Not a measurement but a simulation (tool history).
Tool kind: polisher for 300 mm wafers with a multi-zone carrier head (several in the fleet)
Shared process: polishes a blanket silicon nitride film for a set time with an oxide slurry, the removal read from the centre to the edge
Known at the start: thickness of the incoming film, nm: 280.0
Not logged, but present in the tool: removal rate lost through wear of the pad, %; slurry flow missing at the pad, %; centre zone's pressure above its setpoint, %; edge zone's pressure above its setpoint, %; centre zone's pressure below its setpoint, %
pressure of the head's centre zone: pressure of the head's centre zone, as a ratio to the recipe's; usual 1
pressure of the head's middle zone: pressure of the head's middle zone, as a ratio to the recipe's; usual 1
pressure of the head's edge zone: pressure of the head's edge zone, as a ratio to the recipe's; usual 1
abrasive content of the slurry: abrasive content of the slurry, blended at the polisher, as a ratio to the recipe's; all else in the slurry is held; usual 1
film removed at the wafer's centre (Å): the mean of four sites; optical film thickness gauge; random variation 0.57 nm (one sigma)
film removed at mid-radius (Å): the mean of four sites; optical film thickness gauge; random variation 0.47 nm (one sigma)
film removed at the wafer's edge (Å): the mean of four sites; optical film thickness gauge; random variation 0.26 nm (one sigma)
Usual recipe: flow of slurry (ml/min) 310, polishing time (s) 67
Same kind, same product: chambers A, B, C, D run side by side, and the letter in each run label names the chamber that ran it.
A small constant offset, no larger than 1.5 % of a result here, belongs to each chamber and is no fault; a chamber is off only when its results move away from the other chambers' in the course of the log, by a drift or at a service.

run	hour	flow of slurry (ml/min)	pressure of the head's centre zone	pressure of the head's middle zone	pressure of the head's edge zone	abrasive content of the slurry	polishing time (s)	wafers polished on this pad	hours since the slurry nozzle was cleaned	hours since the centre zone pressure was calibrated	hours since the edge zone pressure was calibrated	film removed at the wafer's centre (Å)	film removed at mid-radius (Å)	film removed at the wafer's edge (Å)
1C	8.4	310	1	1	1	1	67	811	91.4	353.3	735.4	392.08	386.23	391.07
# hour 12.2: chamber A: worn pad replaced by a new one
2A	16.3	310	1	1	1	1	67	34	220.4	112.1	1366.2	393.98	389.51	388.42
3B	25.7	310	1	1	1	1	67	1338	83.7	162.2	147.3	391.38	392.36	389.95
# hour 27.2: chamber B: worn pad replaced by a new one
# hour 29.7: chamber A: slurry nozzle cleaned
# hour 33.9: chamber D: centre zone pressure recalibrated
4D	36.3	310	1	1	1	1	67	354	421.7	2.5	224.2	395.48	386.42	390.63
# hour 37.5: chamber D: slurry nozzle cleaned
5B	44	310	1	1	1	1	67	139	102	180.5	165.6	391.15	396.68	390.64
6C	56.1	310	1	1	1	1	67	1207	139.1	401	783.1	389.31	391.04	389.76
7A	69.6	310	1	1	1	1	67	476	39.9	165.4	1419.5	396	388.24	392.28
# hour 78.5: chamber D: worn pad replaced by a new one
8D	80.3	310	1	1	1	1	67	15	42.8	46.5	268.2	386.34	382.46	394.66
9A	87.3	310	1	1	1	1	67	623	57.6	183.1	1437.2	390.9	391.8	390.79
# hour 89: chamber C: worn pad replaced by a new one
# hour 96.1: chamber A: worn pad replaced by a new one
10B	98.3	310	1	1	1	1	67	590	156.3	234.8	219.9	383.45	388.64	389.66
11D	112.6	310	1	1	1	1	67	283	75.1	78.8	300.5	391.84	383.18	394.31
# hour 115.3: chamber D: edge zone pressure recalibrated
12C	119.3	310	1	1	1	1	67	251	202.3	464.2	846.3	399.22	393.5	389.61
13A	133	220	1	1	1.1	1	67	306	103.3	228.8	1482.9	376.24	383.13	399.64
14C	141.6	220	1	1	1.1	1	67	436	224.6	486.5	868.6	376.21	370.84	401.25
15B	150.3	220	1	1	1.1	1	67	1021	208.3	286.8	271.9	360.89	373.39	400.55
16D	158.2	220	1	1	1.1	1	67	661	120.7	124.4	43	368.23	377.84	404.85
17B	168	310	1	1	1	1	67	1168	226	304.5	289.6	376.71	394	387.66
# hour 175.1: chamber A: worn pad replaced by a new one
18A	179.5	310	1	1	1	1	67	37	149.8	275.3	1529.4	392.09	393.62	390.21
# hour 182: chamber D: worn pad replaced by a new one
# hour 187.1: chamber B: worn pad replaced by a new one
19D	191.3	310	1	1	1	1	67	77	153.8	157.5	76.1	387.66	392.46	394.49
20C	203.7	310	1	1	1	1	67	952	286.7	548.6	930.7	394.44	383.87	391.06
21B	215.3	310	1	1	1	1	67	234	273.3	351.8	336.9	361.29	396.28	392.07
# hour 215.8: chamber A: edge zone pressure recalibrated
22C	230.1	310	1	1	1	1.15	49	1171	313.1	575	957.1	304.14	304.07	302.51
# hour 243: chamber C: worn pad replaced by a new one
# hour 243.4: chamber B: slurry nozzle cleaned
23D	243.7	310	1	1	1	1.15	49	512	206.2	209.9	128.5	306.94	305.74	302.16
24A	254.4	310	1	1	1	1.15	49	658	224.7	350.2	38.7	300.03	311.73	306.74
25D	260.9	310	1	1	1	1.15	49	654	223.4	227.1	145.7	299.77	302.41	306.16
# hour 264: chamber A: slurry nozzle cleaned
26A	268.8	310	1	1	1	1	67	777	4.9	364.6	53.1	391.08	388.87	386.12
# hour 269.5: chamber A: worn pad replaced by a new one
# hour 275.6: chamber D: worn pad replaced by a new one
27C	276.1	310	1	1	1	1	67	274	359.1	621	1003.1	387.18	389.94	391.01
# hour 286.5: chamber A: centre zone pressure recalibrated
28B	286.9	310	1	1	1	1	56	828	43.6	423.4	408.5	304.65	325.74	324.97
29B	298.9	310	1	1	1	1	56	928	55.6	435.4	420.5	294.3	336.75	323.65
30C	307.8	310	1	1	1	1	56	537	390.8	652.7	1034.8	331.68	326.27	327.15
31D	322.1	310	1	1	1	1	56	385	284.6	288.3	206.9	328.74	323.97	331.95
32A	334.4	310	1	1	1	1	67	538	70.5	47.9	118.7	394.37	397.26	389.14
33B	345.9	310	1	1	1	1	67	1317	102.6	482.4	467.5	345.91	389.93	388
34D	356.7	310	1	1	1	1	67	672	319.2	322.9	241.5	402.76	391.52	394.7
# hour 359.5: chamber A: worn pad replaced by a new one
# hour 359.7: chamber D: worn pad replaced by a new one
35A	366.8	310	1	1	1	1	67	60	102.9	80.3	151.1	398.74	392.2	391.1
# hour 370.5: chamber B: worn pad replaced by a new one
36C	377.7	310	1	1	1	1	67	1117	460.7	722.6	1104.7	386.28	381.91	384.93
37B	391.9	310	1	1	1	1	67	177	148.6	528.4	513.5	345.63	392.27	390.17
38D	400.5	310	0.92	1	1	0.85	67	339	363	366.7	285.3	342.42	359.77	366.58
39C	409.9	310	0.92	1	1	0.85	67	1384	492.9	754.8	1136.9	335.48	355.78	362.39
40A	417.8	310	0.92	1	1	0.85	67	483	153.9	131.3	202.1	335.87	354.76	358.62
41B	426.2	310	0.92	1	1	0.85	67	462	182.9	562.7	547.8	288.62	357.05	359.23

Is one chamber off against the others, does the gauge drift, or is nothing wrong? If a chamber is off, say which, and what the likeliest cause is.

One chamber, B, drifts off from the rest bit by bit.
What lies behind it: centre zone's pressure below its setpoint, % = 11.9.

Chamber B could run next with any of the 4 candidate recipes listed below; each alters the usual settings, and their results appear as question marks. Which one brings its results back in line with what the other chambers deliver on the usual settings?
Maximum distance from the other chambers' mean on the usual settings for a result to count as in line: film removed at the wafer's centre (Å) 20; film removed at mid-radius (Å) 16; film removed at the wafer's edge (Å) 9.3
42B-1	436.9	305	0.89	1.03	1.03	1	66					?	?	?
42B-2	436.9	315	1.04	0.99	0.99	1	67					?	?	?
42B-3	436.9	305	0.96	1.01	1.01	1	67					?	?	?
42B-4	436.9	315	1.11	0.97	0.97	1	68					?	?	?

The mean the other chambers reach with the usual settings: film removed at the wafer's centre (Å) 392.48; film removed at mid-radius (Å) 389.54; film removed at the wafer's edge (Å) 391.03
run	film removed at the wafer's centre (Å)	film removed at mid-radius (Å)	film removed at the wafer's edge (Å)
42B-1	292.88	394.55	388.23
42B-2	355.08	387.31	386.95
42B-3	323.73	393.35	390.1
42B-4	387.25	385.8	388.63
42B-4 is the one that brings the chamber's results back in line with the other chambers.
